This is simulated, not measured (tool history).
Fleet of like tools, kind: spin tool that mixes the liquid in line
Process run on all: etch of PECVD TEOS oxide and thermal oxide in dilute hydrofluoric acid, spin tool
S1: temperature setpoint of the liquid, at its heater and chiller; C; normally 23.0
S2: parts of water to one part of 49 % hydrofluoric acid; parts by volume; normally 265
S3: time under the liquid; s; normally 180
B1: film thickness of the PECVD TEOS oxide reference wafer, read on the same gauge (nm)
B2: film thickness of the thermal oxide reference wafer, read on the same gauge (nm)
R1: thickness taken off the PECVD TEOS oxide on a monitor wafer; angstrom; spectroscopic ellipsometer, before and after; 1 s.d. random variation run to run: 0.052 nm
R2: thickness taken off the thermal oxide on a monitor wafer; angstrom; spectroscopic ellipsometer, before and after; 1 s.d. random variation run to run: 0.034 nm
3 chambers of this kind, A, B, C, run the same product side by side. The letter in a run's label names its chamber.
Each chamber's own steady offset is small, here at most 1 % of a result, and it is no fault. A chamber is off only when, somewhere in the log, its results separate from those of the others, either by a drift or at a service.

run,day,S1,S2,S3,B1,B2,R1,R2
1A,0.317,23.0,265,180,70.015,100.010,54.219,25.471
2C,0.600,23.0,265,180,70.010,100.010,53.797,25.667
3B,0.958,23.0,265,180,69.994,100.020,53.651,25.228
4A,1.300,23.0,265,180,69.985,100.020,53.444,25.744
5B,1.650,23.0,265,180,69.988,100.010,54.208,25.454
6C,1.838,23.0,265,180,69.974,99.976,54.280,24.806
7B,2.192,23.0,265,180,70.018,100.020,53.979,25.968
8C,2.417,23.0,265,180,69.996,100.020,54.384,25.243
9A,2.583,23.0,265,180,70.008,99.988,53.804,26.401
# day 2.667: chamber B: thermometer replaced
10A,2.746,23.0,265,180,70.002,100.020,53.995,25.992
11C,3.008,23.0,265,180,70.006,100.020,53.383,24.536
12B,3.346,27.0,265,180,70.013,99.998,62.200,29.674
# day 3.446: chamber C: hydrofluoric acid flow meter replaced
13A,3.542,27.0,265,180,69.970,99.994,61.503,29.670
14C,3.804,27.0,265,180,69.960,100.020,60.402,28.854
15B,4.104,23.0,265,180,70.053,100.030,53.889,25.540
16A,4.338,23.0,265,180,70.014,100.000,53.252,26.627
17B,4.579,23.0,265,180,69.981,100.030,54.173,25.713
18C,4.800,23.0,265,180,69.989,100.020,52.904,24.538
19C,5.000,23.0,265,180,70.026,99.980,52.710,24.288
20A,5.329,23.0,265,180,69.995,100.010,54.146,25.234
21B,5.679,18.5,265,180,69.986,100.010,46.136,21.565
22A,5.862,18.5,265,180,69.970,100.030,46.651,22.082
23C,6.042,18.5,265,180,70.030,100.050,43.049,20.797
24B,6.375,23.0,265,180,69.969,99.981,54.424,25.687
25A,6.721,23.0,265,180,69.957,100.020,54.430,26.262
26C,7.038,23.0,265,180,69.980,100.010,50.528,23.821
27B,7.388,23.0,265,180,70.014,100.010,54.167,25.375
28A,7.700,23.0,265,180,69.987,100.020,53.531,25.950
29C,8.025,23.0,265,180,70.030,99.976,50.099,23.600
30B,8.317,23.0,265,180,70.037,99.990,54.072,25.644

The same settings go to every chamber for the next run, one line per chamber below. Forecast the results for each:
31A,8.579,23.0,265,180,,,?,?
31B,8.579,23.0,265,180,,,?,?
31C,8.579,23.0,265,180,,,?,?

run,R1,R2
31A,54.661,25.913
31B,54.336,25.507
31C,50.699,23.533
